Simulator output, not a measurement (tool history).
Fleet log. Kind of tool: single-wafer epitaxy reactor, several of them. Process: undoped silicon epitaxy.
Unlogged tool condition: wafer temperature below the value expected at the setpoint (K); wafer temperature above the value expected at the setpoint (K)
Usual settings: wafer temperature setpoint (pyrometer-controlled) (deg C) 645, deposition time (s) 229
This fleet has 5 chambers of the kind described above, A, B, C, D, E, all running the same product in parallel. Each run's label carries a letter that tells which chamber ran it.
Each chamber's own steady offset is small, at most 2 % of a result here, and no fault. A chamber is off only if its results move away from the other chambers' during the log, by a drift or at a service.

run,hour,wafer temperature setpoint (pyrometer-controlled) (deg C),deposition time (s),hours since the last pyrometer calibration,"read-back reference wafer on the same gauge, thickness_nm",mean film thickness on the monitor wafer (angstrom)
1A,4.5,645,229,643.3,33.58,344.75
2C,9.5,645,229,1763.2,33.584,338.82
3E,12.7,645,229,431.6,33.601,352.56
4D,17.8,645,229,679.2,33.613,333.3
5B,22.5,645,229,514.7,33.568,344.62
6C,27.6,645,229,1781.3,33.603,339.7
7B,33,645,229,525.2,33.628,344.08
8E,36.8,645,229,455.7,33.585,353.48
9A,41.7,645,229,680.5,33.592,344.19
10D,44.7,645,229,706.1,33.635,337.38
11A,49.1,645,229,687.9,33.574,348.79
12B,53,645,229,545.2,33.591,344.13
13C,57.9,645,229,1811.6,33.594,342.49
14D,60.9,645,229,722.3,33.602,339.69
15E,64.6,645,229,483.5,33.557,349.52
16D,68.6,631,245,730,33.617,266.82
17E,73.8,631,245,492.7,33.596,277.55
18B,79,631,245,571.2,33.623,270.38
19A,84,631,245,722.8,33.604,268.94
20C,86.7,631,245,1840.4,33.657,272.85
21E,90.4,645,229,509.3,33.576,351.73
22B,93.1,645,229,585.3,33.616,347.32
23C,98.4,645,229,1852.1,33.588,350.15
24D,103,645,229,764.4,33.592,335.91
25A,105.9,645,229,744.7,33.624,345.15
26D,109.8,645,229,771.2,33.563,334.55
27A,114.8,645,229,753.6,33.633,348.8
28C,120.1,645,229,1873.8,33.602,355.11
29E,122.7,645,229,541.6,33.615,352.34
30B,125.6,645,229,617.8,33.615,344.91
31C,130.4,645,229,1884.1,33.652,360.64
32E,134.2,631,246,553.1,33.607,278.39
33A,139,631,246,777.8,33.588,271.85
34D,143.2,631,246,804.6,33.59,268.36

Next, every chamber runs the same settings. What will each give?
35A,147.2,645,229,,,?
35B,147.2,645,229,,,?
35C,147.2,645,229,,,?
35D,147.2,645,229,,,?
35E,147.2,645,229,,,?

run,mean film thickness on the monitor wafer (angstrom)
35A,349.81
35B,348.29
35C,360.61
35D,342
35E,350.6

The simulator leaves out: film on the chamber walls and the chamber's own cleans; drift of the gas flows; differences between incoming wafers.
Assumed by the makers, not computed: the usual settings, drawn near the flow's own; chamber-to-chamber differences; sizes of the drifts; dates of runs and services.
